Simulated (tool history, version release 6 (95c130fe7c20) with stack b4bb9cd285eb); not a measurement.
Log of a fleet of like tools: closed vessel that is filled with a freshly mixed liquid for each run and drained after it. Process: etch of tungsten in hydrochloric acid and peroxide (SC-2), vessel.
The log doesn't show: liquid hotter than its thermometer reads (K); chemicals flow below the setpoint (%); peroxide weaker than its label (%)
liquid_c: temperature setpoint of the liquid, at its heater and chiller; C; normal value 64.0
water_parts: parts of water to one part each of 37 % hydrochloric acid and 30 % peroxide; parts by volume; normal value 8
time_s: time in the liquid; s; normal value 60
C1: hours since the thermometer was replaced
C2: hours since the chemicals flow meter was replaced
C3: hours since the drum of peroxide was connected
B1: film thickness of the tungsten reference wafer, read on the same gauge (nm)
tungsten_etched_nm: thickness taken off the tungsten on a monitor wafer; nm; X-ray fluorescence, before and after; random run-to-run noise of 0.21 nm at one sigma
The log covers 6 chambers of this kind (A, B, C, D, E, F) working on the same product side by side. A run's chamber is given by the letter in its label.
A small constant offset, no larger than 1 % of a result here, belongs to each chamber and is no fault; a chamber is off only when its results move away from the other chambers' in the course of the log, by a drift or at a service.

-- hour=5.6 chamber D: new drum of peroxide connected
run 1B hour=6.7 | liquid_c=64.0 water_parts=8 time_s=60 | C1=182.3 C2=436.4 C3=414.3 | B1=140.00 | tungsten_etched_nm=25.081
run 2E hour=11.8 | liquid_c=64.0 water_parts=8 time_s=60 | C1=436.1 C2=2128.6 C3=696.7 | B1=140.02 | tungsten_etched_nm=25.089
run 3C hour=17.7 | liquid_c=64.0 water_parts=8 time_s=60 | C1=286.8 C2=1497.3 C3=1006.3 | B1=139.99 | tungsten_etched_nm=24.906
run 4A hour=24.0 | liquid_c=64.0 water_parts=8 time_s=60 | C1=448.0 C2=656.4 C3=249.8 | B1=140.00 | tungsten_etched_nm=25.107
run 5D hour=29.4 | liquid_c=64.0 water_parts=8 time_s=60 | C1=247.2 C2=1698.0 C3=23.8 | B1=139.98 | tungsten_etched_nm=25.444
-- hour=33.0 chamber D: chemicals flow meter replaced
run 6F hour=40.7 | liquid_c=64.0 water_parts=8 time_s=60 | C1=127.3 C2=572.2 C3=1001.9 | B1=139.99 | tungsten_etched_nm=25.302
run 7C hour=46.3 | liquid_c=55.0 water_parts=8 time_s=90 | C1=315.4 C2=1525.9 C3=1034.9 | B1=140.00 | tungsten_etched_nm=21.501
run 8E hour=57.7 | liquid_c=55.0 water_parts=8 time_s=90 | C1=482.0 C2=2174.5 C3=742.6 | B1=140.01 | tungsten_etched_nm=21.285
-- hour=62.7 chamber F: chemicals flow meter replaced
run 9B hour=68.3 | liquid_c=55.0 water_parts=8 time_s=90 | C1=243.9 C2=498.0 C3=475.9 | B1=139.99 | tungsten_etched_nm=21.380
run 10D hour=79.5 | liquid_c=55.0 water_parts=8 time_s=90 | C1=297.3 C2=46.6 C3=73.9 | B1=140.00 | tungsten_etched_nm=21.596
run 11F hour=87.3 | liquid_c=55.0 water_parts=8 time_s=90 | C1=173.9 C2=24.6 C3=1048.5 | B1=139.97 | tungsten_etched_nm=21.581
-- hour=90.2 chamber E: new drum of peroxide connected
run 12A hour=94.9 | liquid_c=55.0 water_parts=8 time_s=90 | C1=518.9 C2=727.3 C3=320.7 | B1=140.03 | tungsten_etched_nm=21.460
run 13B hour=101.4 | liquid_c=64.0 water_parts=8 time_s=60 | C1=277.0 C2=531.1 C3=509.0 | B1=139.99 | tungsten_etched_nm=25.451
run 14D hour=107.1 | liquid_c=64.0 water_parts=8 time_s=60 | C1=324.9 C2=74.2 C3=101.5 | B1=140.00 | tungsten_etched_nm=25.356
run 15C hour=114.5 | liquid_c=64.0 water_parts=8 time_s=60 | C1=383.6 C2=1594.1 C3=1103.1 | B1=140.00 | tungsten_etched_nm=24.793
run 16A hour=119.7 | liquid_c=64.0 water_parts=8 time_s=60 | C1=543.7 C2=752.1 C3=345.5 | B1=139.99 | tungsten_etched_nm=25.325
run 17E hour=130.5 | liquid_c=64.0 water_parts=8 time_s=60 | C1=554.8 C2=2247.3 C3=40.4 | B1=140.01 | tungsten_etched_nm=24.928
run 18F hour=137.3 | liquid_c=64.0 water_parts=8 time_s=45 | C1=223.9 C2=74.6 C3=1098.5 | B1=139.97 | tungsten_etched_nm=19.132
run 19F hour=147.2 | liquid_c=64.0 water_parts=8 time_s=45 | C1=233.8 C2=84.5 C3=1108.4 | B1=140.01 | tungsten_etched_nm=18.638
run 20A hour=156.1 | liquid_c=64.0 water_parts=8 time_s=45 | C1=580.1 C2=788.5 C3=381.9 | B1=140.00 | tungsten_etched_nm=18.951
run 21E hour=164.0 | liquid_c=64.0 water_parts=8 time_s=45 | C1=588.3 C2=2280.8 C3=73.9 | B1=140.02 | tungsten_etched_nm=18.761
run 22C hour=171.3 | liquid_c=64.0 water_parts=8 time_s=45 | C1=440.4 C2=1650.9 C3=1159.9 | B1=140.01 | tungsten_etched_nm=18.817
run 23B hour=181.1 | liquid_c=64.0 water_parts=8 time_s=45 | C1=356.7 C2=610.8 C3=588.7 | B1=140.01 | tungsten_etched_nm=18.548
run 24D hour=186.2 | liquid_c=68.5 water_parts=8 time_s=80 | C1=404.0 C2=153.3 C3=180.6 | B1=139.99 | tungsten_etched_nm=45.111
-- hour=186.5 chamber A: chemicals flow meter replaced
run 25E hour=193.2 | liquid_c=68.5 water_parts=8 time_s=80 | C1=617.5 C2=2310.0 C3=103.1 | B1=139.99 | tungsten_etched_nm=44.373
run 26C hour=203.5 | liquid_c=68.5 water_parts=8 time_s=80 | C1=472.6 C2=1683.1 C3=1192.1 | B1=139.99 | tungsten_etched_nm=43.554
run 27F hour=209.1 | liquid_c=68.5 water_parts=8 time_s=80 | C1=295.7 C2=146.4 C3=1170.3 | B1=139.98 | tungsten_etched_nm=43.889
run 28A hour=214.4 | liquid_c=68.5 water_parts=8 time_s=80 | C1=638.4 C2=27.9 C3=440.2 | B1=140.01 | tungsten_etched_nm=44.113
run 29D hour=220.7 | liquid_c=68.5 water_parts=8 time_s=80 | C1=438.5 C2=187.8 C3=215.1 | B1=139.98 | tungsten_etched_nm=44.582
run 30B hour=225.9 | liquid_c=64.0 water_parts=8 time_s=60 | C1=401.5 C2=655.6 C3=633.5 | B1=140.00 | tungsten_etched_nm=24.990
run 31F hour=231.6 | liquid_c=64.0 water_parts=8 time_s=60 | C1=318.2 C2=168.9 C3=1192.8 | B1=140.03 | tungsten_etched_nm=25.367
run 32E hour=242.8 | liquid_c=58.5 water_parts=8 time_s=85 | C1=667.1 C2=2359.6 C3=152.7 | B1=140.03 | tungsten_etched_nm=25.211
run 33C hour=250.6 | liquid_c=58.5 water_parts=8 time_s=85 | C1=519.7 C2=1730.2 C3=1239.2 | B1=140.00 | tungsten_etched_nm=25.497
run 34A hour=255.9 | liquid_c=58.5 water_parts=8 time_s=85 | C1=679.9 C2=69.4 C3=481.7 | B1=140.00 | tungsten_etched_nm=25.336
run 35B hour=265.7 | liquid_c=58.5 water_parts=8 time_s=85 | C1=441.3 C2=695.4 C3=673.3 | B1=140.01 | tungsten_etched_nm=24.911
run 36D hour=277.0 | liquid_c=58.5 water_parts=8 time_s=85 | C1=494.8 C2=244.1 C3=271.4 | B1=140.01 | tungsten_etched_nm=25.758

What goes on in this fleet: one chamber off, a drifting gauge, or nothing beyond the chambers' own small offsets? Name the chamber and the cause, if any.

Beyond each chamber's small constant offset nothing stands out, and the gauge stays steady.

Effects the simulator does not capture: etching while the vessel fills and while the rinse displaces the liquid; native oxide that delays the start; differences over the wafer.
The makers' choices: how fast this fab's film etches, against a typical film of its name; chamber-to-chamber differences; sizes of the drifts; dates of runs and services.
